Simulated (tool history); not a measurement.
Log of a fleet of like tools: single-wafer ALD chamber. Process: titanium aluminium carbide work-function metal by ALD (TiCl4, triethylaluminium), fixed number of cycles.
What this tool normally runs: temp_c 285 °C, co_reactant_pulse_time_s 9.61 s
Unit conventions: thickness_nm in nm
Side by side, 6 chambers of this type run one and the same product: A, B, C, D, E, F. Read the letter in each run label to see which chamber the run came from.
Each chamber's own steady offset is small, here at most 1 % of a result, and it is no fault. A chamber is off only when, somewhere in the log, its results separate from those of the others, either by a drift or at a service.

run,day,temp_c,co_reactant_pulse_time_s,hours since the last thermocouple change,hours since the last triethylaluminium bottle change,"read-back reference wafer on the same gauge, thickness_nm",thickness_nm
# day 0.012: chamber C: thermocouple changed; heater temperature recalibrated
1E,0.471,285,9.61,443.9,1568.8,1.6206,1.8598
2D,0.721,285,9.61,359.1,758.7,1.6207,1.8685
3C,1.096,285,9.61,26.1,452,1.6205,1.8522
4A,1.321,285,9.61,102.6,353,1.6196,1.866
5F,1.779,285,9.61,52,770.1,1.62,1.8696
6B,2.117,285,9.61,279.3,318.6,1.6201,1.869
7E,2.512,285,9.61,492.9,1617.8,1.6201,1.8595
8C,2.921,285,9.61,69.9,495.8,1.6192,1.856
9A,3.271,285,9.61,149.4,399.8,1.6202,1.8667
10B,3.65,285,9.61,316.1,355.4,1.6202,1.8689
11F,4.096,285,9.61,107.6,825.7,1.6194,1.8629
12D,4.45,285,9.61,448.6,848.2,1.6202,1.8739
13D,4.8,285,9.61,457,856.6,1.6208,1.8743
14F,5.029,285,9.61,130,848.1,1.6197,1.8656
15E,5.367,285,9.61,561.4,1686.3,1.6204,1.8564
16C,5.788,285,9.61,138.7,564.6,1.6202,1.8464
17A,6.1,294,12.47,217.3,467.7,1.6201,1.9947
18B,6.467,294,12.47,383.7,423,1.62,1.9886
19E,6.85,294,12.47,597,1721.9,1.6197,1.9837
20B,7.292,294,12.47,403.5,442.8,1.6202,1.99
21A,7.558,294,12.47,252.3,502.7,1.6203,1.9883
# day 7.592: chamber E: triethylaluminium bottle replaced
22D,7.804,294,12.47,529.1,928.7,1.621,1.9934
23F,8.046,285,9.61,202.4,920.5,1.6189,1.868
24C,8.404,285,9.61,201.5,627.4,1.62,1.8299
25C,8.662,285,9.61,207.7,633.6,1.6201,1.8282
26A,9.088,285,9.61,289,539.4,1.6208,1.8647
27F,9.454,285,9.61,236.2,954.3,1.6198,1.8647
28E,9.775,285,9.61,667.2,52.5,1.6195,1.8619
29B,10.083,285,9.61,470.5,509.8,1.6197,1.8656
30D,10.442,285,9.61,592.4,992,1.62,1.8734
31D,10.683,285,9.61,598.2,997.8,1.6198,1.8739
32F,11.1,285,9.61,275.7,993.8,1.6197,1.8695
33A,11.338,285,9.61,343,593.4,1.6204,1.8583
34B,11.746,285,9.61,510.4,549.7,1.6191,1.8633
35C,12.104,285,9.61,290.3,716.2,1.6208,1.8188
36E,12.362,285,9.61,729.3,114.6,1.6201,1.8599

Predict what each chamber gives when all 6 of them run the settings below next.
37A,12.7,296,9.61,,,,?
37B,12.7,296,9.61,,,,?
37C,12.7,296,9.61,,,,?
37D,12.7,296,9.61,,,,?
37E,12.7,296,9.61,,,,?
37F,12.7,296,9.61,,,,?

run,thickness_nm
37A,1.9633
37B,1.9623
37C,1.9115
37D,1.9764
37E,1.9527
37F,1.9671

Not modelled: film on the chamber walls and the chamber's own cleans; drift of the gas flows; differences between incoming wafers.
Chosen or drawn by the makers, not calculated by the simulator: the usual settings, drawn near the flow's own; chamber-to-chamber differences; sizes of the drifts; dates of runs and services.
